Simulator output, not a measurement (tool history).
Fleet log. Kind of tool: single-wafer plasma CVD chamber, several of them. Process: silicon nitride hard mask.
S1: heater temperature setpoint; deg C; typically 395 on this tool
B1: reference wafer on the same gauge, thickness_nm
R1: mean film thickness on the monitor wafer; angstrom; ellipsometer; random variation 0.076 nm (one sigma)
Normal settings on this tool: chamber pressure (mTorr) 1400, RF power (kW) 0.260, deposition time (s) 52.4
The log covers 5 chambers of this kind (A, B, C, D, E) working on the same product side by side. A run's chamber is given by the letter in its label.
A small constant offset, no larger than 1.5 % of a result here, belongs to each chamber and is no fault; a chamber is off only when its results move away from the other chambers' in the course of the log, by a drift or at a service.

{"run": "1E", "day": 0.288, "S1": 395, "chamber pressure (mTorr)": 1400, "RF power (kW)": 0.26, "deposition time (s)": 52.4, "B1": 50.816, "R1": 529.51}
{"run": "2A", "day": 0.5, "S1": 395, "chamber pressure (mTorr)": 1400, "RF power (kW)": 0.26, "deposition time (s)": 52.4, "B1": 50.821, "R1": 520.86}
{"run": "3C", "day": 0.704, "S1": 395, "chamber pressure (mTorr)": 1400, "RF power (kW)": 0.26, "deposition time (s)": 52.4, "B1": 50.807, "R1": 531.48}
{"run": "4B", "day": 0.958, "S1": 395, "chamber pressure (mTorr)": 1400, "RF power (kW)": 0.26, "deposition time (s)": 52.4, "B1": 50.846, "R1": 526.75}
{"run": "5D", "day": 1.242, "S1": 395, "chamber pressure (mTorr)": 1400, "RF power (kW)": 0.26, "deposition time (s)": 52.4, "B1": 50.845, "R1": 524.81}
{"run": "6B", "day": 1.375, "S1": 395, "chamber pressure (mTorr)": 1400, "RF power (kW)": 0.26, "deposition time (s)": 52.4, "B1": 50.835, "R1": 525.17}
{"run": "7C", "day": 1.504, "S1": 395, "chamber pressure (mTorr)": 1400, "RF power (kW)": 0.26, "deposition time (s)": 52.4, "B1": 50.854, "R1": 530.55}
{"run": "8D", "day": 1.704, "S1": 395, "chamber pressure (mTorr)": 1630, "RF power (kW)": 0.26, "deposition time (s)": 52.4, "B1": 50.845, "R1": 547.48}
{"run": "9A", "day": 1.921, "S1": 395, "chamber pressure (mTorr)": 1630, "RF power (kW)": 0.26, "deposition time (s)": 52.4, "B1": 50.878, "R1": 546.65}
{"run": "10E", "day": 2.058, "S1": 395, "chamber pressure (mTorr)": 1630, "RF power (kW)": 0.26, "deposition time (s)": 52.4, "B1": 50.859, "R1": 556.05}
{"run": "11E", "day": 2.342, "S1": 395, "chamber pressure (mTorr)": 1630, "RF power (kW)": 0.26, "deposition time (s)": 52.4, "B1": 50.871, "R1": 556.66}
{"run": "12C", "day": 2.5, "S1": 395, "chamber pressure (mTorr)": 1630, "RF power (kW)": 0.26, "deposition time (s)": 52.4, "B1": 50.878, "R1": 555.33}
{"run": "13D", "day": 2.754, "S1": 395, "chamber pressure (mTorr)": 1400, "RF power (kW)": 0.26, "deposition time (s)": 52.4, "B1": 50.874, "R1": 524.04}
{"run": "14B", "day": 2.971, "S1": 395, "chamber pressure (mTorr)": 1510, "RF power (kW)": 0.26, "deposition time (s)": 52.4, "B1": 50.915, "R1": 539.29}
{"run": "15A", "day": 3.183, "S1": 395, "chamber pressure (mTorr)": 1510, "RF power (kW)": 0.26, "deposition time (s)": 52.4, "B1": 50.889, "R1": 532.2}
{"run": "16A", "day": 3.379, "S1": 395, "chamber pressure (mTorr)": 1510, "RF power (kW)": 0.26, "deposition time (s)": 52.4, "B1": 50.911, "R1": 535.81}
{"run": "17E", "day": 3.625, "S1": 395, "chamber pressure (mTorr)": 1510, "RF power (kW)": 0.26, "deposition time (s)": 52.4, "B1": 50.922, "R1": 544.11}
{"day": 3.642, "done": "chamber E: capacitance manometer re-zeroed and calibrated"}
{"run": "18C", "day": 3.838, "S1": 395, "chamber pressure (mTorr)": 1510, "RF power (kW)": 0.26, "deposition time (s)": 52.4, "B1": 50.919, "R1": 544.42}
{"run": "19B", "day": 3.971, "S1": 395, "chamber pressure (mTorr)": 1400, "RF power (kW)": 0.26, "deposition time (s)": 52.4, "B1": 50.924, "R1": 526.9}
{"run": "20D", "day": 4.142, "S1": 395, "chamber pressure (mTorr)": 1400, "RF power (kW)": 0.26, "deposition time (s)": 52.4, "B1": 50.933, "R1": 524.8}
{"run": "21C", "day": 4.404, "S1": 395, "chamber pressure (mTorr)": 1400, "RF power (kW)": 0.26, "deposition time (s)": 52.4, "B1": 50.946, "R1": 531.43}
{"run": "22A", "day": 4.583, "S1": 395, "chamber pressure (mTorr)": 1400, "RF power (kW)": 0.26, "deposition time (s)": 52.4, "B1": 50.95, "R1": 522.86}
{"run": "23B", "day": 4.833, "S1": 404, "chamber pressure (mTorr)": 1400, "RF power (kW)": 0.22, "deposition time (s)": 52.4, "B1": 50.961, "R1": 468.28}
{"run": "24D", "day": 5.004, "S1": 404, "chamber pressure (mTorr)": 1400, "RF power (kW)": 0.22, "deposition time (s)": 52.4, "B1": 50.972, "R1": 464.47}
{"run": "25E", "day": 5.275, "S1": 404, "chamber pressure (mTorr)": 1400, "RF power (kW)": 0.22, "deposition time (s)": 52.4, "B1": 50.983, "R1": 469.98}
{"run": "26B", "day": 5.438, "S1": 404, "chamber pressure (mTorr)": 1400, "RF power (kW)": 0.22, "deposition time (s)": 52.4, "B1": 50.967, "R1": 467.39}
{"run": "27D", "day": 5.692, "S1": 404, "chamber pressure (mTorr)": 1400, "RF power (kW)": 0.22, "deposition time (s)": 52.4, "B1": 50.966, "R1": 463.81}
{"run": "28E", "day": 5.875, "S1": 395, "chamber pressure (mTorr)": 1400, "RF power (kW)": 0.26, "deposition time (s)": 52.4, "B1": 50.999, "R1": 532.11}
{"run": "29C", "day": 6.138, "S1": 395, "chamber pressure (mTorr)": 1400, "RF power (kW)": 0.26, "deposition time (s)": 52.4, "B1": 50.979, "R1": 533.38}
{"run": "30A", "day": 6.317, "S1": 395, "chamber pressure (mTorr)": 1400, "RF power (kW)": 0.26, "deposition time (s)": 52.4, "B1": 51.009, "R1": 523.88}
{"run": "31A", "day": 6.617, "S1": 395, "chamber pressure (mTorr)": 1400, "RF power (kW)": 0.26, "deposition time (s)": 52.4, "B1": 51.03, "R1": 523.15}
{"run": "32D", "day": 6.896, "S1": 395, "chamber pressure (mTorr)": 1400, "RF power (kW)": 0.26, "deposition time (s)": 52.4, "B1": 51.022, "R1": 526.81}
{"run": "33E", "day": 7.104, "S1": 395, "chamber pressure (mTorr)": 1400, "RF power (kW)": 0.26, "deposition time (s)": 52.4, "B1": 51.029, "R1": 532.76}
{"run": "34C", "day": 7.283, "S1": 395, "chamber pressure (mTorr)": 1400, "RF power (kW)": 0.26, "deposition time (s)": 52.4, "B1": 51.028, "R1": 532.37}
{"run": "35B", "day": 7.504, "S1": 395, "chamber pressure (mTorr)": 1400, "RF power (kW)": 0.26, "deposition time (s)": 52.4, "B1": 51.036, "R1": 528.28}
{"run": "36E", "day": 7.708, "S1": 395, "chamber pressure (mTorr)": 1400, "RF power (kW)": 0.26, "deposition time (s)": 52.4, "B1": 51.033, "R1": 531.65}
{"run": "37A", "day": 7.983, "S1": 395, "chamber pressure (mTorr)": 1400, "RF power (kW)": 0.225, "deposition time (s)": 60.9, "B1": 51.031, "R1": 549.91}
{"run": "38D", "day": 8.279, "S1": 395, "chamber pressure (mTorr)": 1400, "RF power (kW)": 0.225, "deposition time (s)": 60.9, "B1": 51.044, "R1": 552.22}
{"run": "39C", "day": 8.567, "S1": 395, "chamber pressure (mTorr)": 1400, "RF power (kW)": 0.225, "deposition time (s)": 60.9, "B1": 51.064, "R1": 559.06}
{"run": "40B", "day": 8.846, "S1": 395, "chamber pressure (mTorr)": 1400, "RF power (kW)": 0.225, "deposition time (s)": 60.9, "B1": 51.089, "R1": 554.24}
{"run": "41B", "day": 9.142, "S1": 395, "chamber pressure (mTorr)": 1400, "RF power (kW)": 0.225, "deposition time (s)": 60.9, "B1": 51.101, "R1": 557.28}

What goes on in this fleet: one chamber off, a drifting gauge, or nothing beyond the chambers' own small offsets? Name the chamber and the cause, if any.

Gauge drift. The chambers move together only on paper, and none stands off.
Most likely cause: gauge reads high (%) = 0.591.
